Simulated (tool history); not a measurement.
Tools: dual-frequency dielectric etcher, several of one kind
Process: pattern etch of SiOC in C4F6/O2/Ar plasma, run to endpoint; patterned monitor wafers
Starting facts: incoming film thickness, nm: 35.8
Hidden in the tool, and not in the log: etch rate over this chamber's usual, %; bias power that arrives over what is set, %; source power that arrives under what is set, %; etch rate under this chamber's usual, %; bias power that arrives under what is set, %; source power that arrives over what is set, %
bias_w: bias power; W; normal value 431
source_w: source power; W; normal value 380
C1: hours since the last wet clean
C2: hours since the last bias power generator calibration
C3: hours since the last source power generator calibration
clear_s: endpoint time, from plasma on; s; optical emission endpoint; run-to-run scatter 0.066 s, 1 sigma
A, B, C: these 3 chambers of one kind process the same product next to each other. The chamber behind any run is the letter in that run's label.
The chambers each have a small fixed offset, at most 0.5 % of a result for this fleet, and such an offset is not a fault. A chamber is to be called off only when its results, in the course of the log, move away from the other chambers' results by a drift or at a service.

{"run": "1C", "hour": 8.0, "bias_w": 431, "source_w": 380, "C1": 290.5, "C2": 860.6, "C3": 2829.2, "clear_s": 12.94}
{"run": "2A", "hour": 20.9, "bias_w": 431, "source_w": 380, "C1": 343.9, "C2": 2751.7, "C3": 3862.6, "clear_s": 12.873}
{"run": "3B", "hour": 32.7, "bias_w": 431, "source_w": 380, "C1": 414.6, "C2": 204.8, "C3": 1915.8, "clear_s": 12.948}
{"run": "4B", "hour": 41.2, "bias_w": 431, "source_w": 380, "C1": 423.1, "C2": 213.3, "C3": 1924.3, "clear_s": 12.942}
{"run": "5C", "hour": 49.5, "bias_w": 431, "source_w": 380, "C1": 332.0, "C2": 902.1, "C3": 2870.7, "clear_s": 12.906}
{"run": "6A", "hour": 63.0, "bias_w": 431, "source_w": 380, "C1": 386.0, "C2": 2793.8, "C3": 3904.7, "clear_s": 12.908}
{"run": "7C", "hour": 76.1, "bias_w": 431, "source_w": 380, "C1": 358.6, "C2": 928.7, "C3": 2897.3, "clear_s": 12.971}
{"hour": 76.9, "done": "chamber A: wet clean of the chamber"}
{"run": "8A", "hour": 88.8, "bias_w": 431, "source_w": 380, "C1": 11.9, "C2": 2819.6, "C3": 3930.5, "clear_s": 12.846}
{"run": "9B", "hour": 102.8, "bias_w": 477, "source_w": 420, "C1": 484.7, "C2": 274.9, "C3": 1985.9, "clear_s": 11.974}
{"run": "10A", "hour": 115.2, "bias_w": 477, "source_w": 420, "C1": 38.3, "C2": 2846.0, "C3": 3956.9, "clear_s": 12.018}
{"run": "11C", "hour": 124.6, "bias_w": 477, "source_w": 420, "C1": 407.1, "C2": 977.2, "C3": 2945.8, "clear_s": 12.138}
{"run": "12B", "hour": 139.3, "bias_w": 431, "source_w": 380, "C1": 521.2, "C2": 311.4, "C3": 2022.4, "clear_s": 13.101}
{"run": "13B", "hour": 147.6, "bias_w": 431, "source_w": 380, "C1": 529.5, "C2": 319.7, "C3": 2030.7, "clear_s": 12.911}
{"run": "14A", "hour": 155.5, "bias_w": 431, "source_w": 380, "C1": 78.6, "C2": 2886.3, "C3": 3997.2, "clear_s": 12.955}
{"hour": 163.4, "done": "chamber A: source power generator calibrated"}
{"run": "15C", "hour": 163.8, "bias_w": 431, "source_w": 380, "C1": 446.3, "C2": 1016.4, "C3": 2985.0, "clear_s": 12.911}
{"run": "16B", "hour": 172.5, "bias_w": 431, "source_w": 380, "C1": 554.4, "C2": 344.6, "C3": 2055.6, "clear_s": 13.113}
{"run": "17A", "hour": 182.8, "bias_w": 431, "source_w": 380, "C1": 105.9, "C2": 2913.6, "C3": 19.5, "clear_s": 12.994}
{"hour": 189.6, "done": "chamber A: bias power generator calibrated"}
{"run": "18C", "hour": 195.1, "bias_w": 474, "source_w": 380, "C1": 477.6, "C2": 1047.7, "C3": 3016.3, "clear_s": 12.517}
{"run": "19A", "hour": 205.7, "bias_w": 474, "source_w": 380, "C1": 128.8, "C2": 16.2, "C3": 42.4, "clear_s": 12.53}
{"run": "20C", "hour": 215.9, "bias_w": 474, "source_w": 380, "C1": 498.4, "C2": 1068.5, "C3": 3037.1, "clear_s": 12.444}
{"run": "21B", "hour": 230.4, "bias_w": 431, "source_w": 380, "C1": 612.3, "C2": 402.5, "C3": 2113.5, "clear_s": 13.186}
{"run": "22C", "hour": 240.6, "bias_w": 431, "source_w": 380, "C1": 523.1, "C2": 1093.2, "C3": 3061.8, "clear_s": 12.909}
{"run": "23A", "hour": 250.8, "bias_w": 431, "source_w": 380, "C1": 173.9, "C2": 61.3, "C3": 87.5, "clear_s": 12.871}
{"run": "24B", "hour": 260.4, "bias_w": 431, "source_w": 380, "C1": 642.3, "C2": 432.5, "C3": 2143.5, "clear_s": 13.299}
{"run": "25A", "hour": 269.5, "bias_w": 431, "source_w": 430, "C1": 192.6, "C2": 80.0, "C3": 106.2, "clear_s": 12.364}
{"run": "26B", "hour": 285.0, "bias_w": 431, "source_w": 430, "C1": 666.9, "C2": 457.1, "C3": 2168.1, "clear_s": 12.823}
{"run": "27C", "hour": 293.8, "bias_w": 431, "source_w": 430, "C1": 576.3, "C2": 1146.4, "C3": 3115.0, "clear_s": 12.374}
{"run": "28A", "hour": 300.9, "bias_w": 431, "source_w": 380, "C1": 224.0, "C2": 111.4, "C3": 137.6, "clear_s": 12.927}

Is one chamber off against the others, does the gauge drift, or is nothing wrong? If a chamber is off, say which, and what the likeliest cause is.

It is chamber B that slowly wanders off from its peers.
Cause: etch rate under this chamber's usual, % = 3.15.

Below are 4 candidate recipes for chamber B's next run, each the usual settings with a change, their results shown as question marks. Which of them brings B's results back in line with what the other chambers give on the usual settings?
In line here means within this much of the mean the other chambers give on the usual settings: clear_s 0.230 s
{"run": "29B-1", "hour": 312.4, "bias_w": 450, "source_w": 400, "clear_s": "?"}
{"run": "29B-2", "hour": 312.4, "bias_w": 394, "source_w": 340, "clear_s": "?"}
{"run": "29B-3", "hour": 312.4, "bias_w": 412, "source_w": 360, "clear_s": "?"}
{"run": "29B-4", "hour": 312.4, "bias_w": 468, "source_w": 420, "clear_s": "?"}

On the usual settings, the other chambers give on average: clear_s 12.927 s
run=29B-1 clear_s=12.932
run=29B-2 clear_s=14.410
run=29B-3 clear_s=13.883
run=29B-4 clear_s=12.520
Change 29B-1 lands the chamber within the allowed miss of the other chambers.
